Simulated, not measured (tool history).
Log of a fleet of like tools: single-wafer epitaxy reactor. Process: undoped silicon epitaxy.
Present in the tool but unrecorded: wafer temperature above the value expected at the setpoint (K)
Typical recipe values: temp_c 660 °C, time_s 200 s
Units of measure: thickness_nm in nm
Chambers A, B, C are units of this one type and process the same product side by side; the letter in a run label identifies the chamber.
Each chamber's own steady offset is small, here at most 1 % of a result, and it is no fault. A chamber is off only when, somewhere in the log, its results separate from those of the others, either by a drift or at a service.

run    day  temp_c  time_s  hours since the last pyrometer calibration  read-back reference wafer on the same gauge, thickness_nm  thickness_nm
 1B  0.367     660     200                                      1411.7                                                     39.793        41.892
 2C  0.925     660     200                                      1278.4                                                     39.782        41.774
 3A  1.325     660     200                                      1817.2                                                     39.742        41.637
 4C  1.617     660     200                                        1295                                                     39.749        41.769
     2.021  -- chamber C: pyrometer calibrated
 5B  2.192     660     200                                      1455.5                                                     39.734        41.826
 6A  2.662     660     200                                      1849.3                                                     39.717        41.413
 7C  2.975     660     200                                          23                                                     39.708        41.783
 8B  3.338     660     200                                        1483                                                     39.703        41.763
 9A  3.733     660     200                                        1875                                                     39.677        41.439
10C  4.096     648     200                                        49.9                                                      39.66        32.167
11A   4.55     648     200                                      1894.6                                                     39.644        31.907
12B  4.854     648     200                                      1519.4                                                     39.666         32.24
13A  5.238     660     200                                      1911.1                                                     39.636        41.236
14B  5.696     660     200                                      1539.6                                                     39.622        41.778
15C  6.038     660     200                                        96.5                                                     39.617        41.573
16B  6.508     660     200                                      1559.1                                                     39.617        41.751
17C  6.846     660     200                                       115.9                                                     39.614        41.535
18A  7.283     651     200                                      1960.2                                                     39.576        34.065
19A  7.858     651     200                                        1974                                                     39.572        33.904
20B  8.258     651     200                                      1601.1                                                      39.54        34.238
21C  8.738     660     200                                       161.3                                                      39.54        41.378

Predict what each chamber gives when all 3 of them run the settings below next.
22A  9.15     660     200                                                                                                                    ?
22B  9.15     660     200                                                                                                                    ?
22C  9.15     660     200                                                                                                                    ?

run  thickness_nm
22A        41.125
22B        41.618
22C        41.476
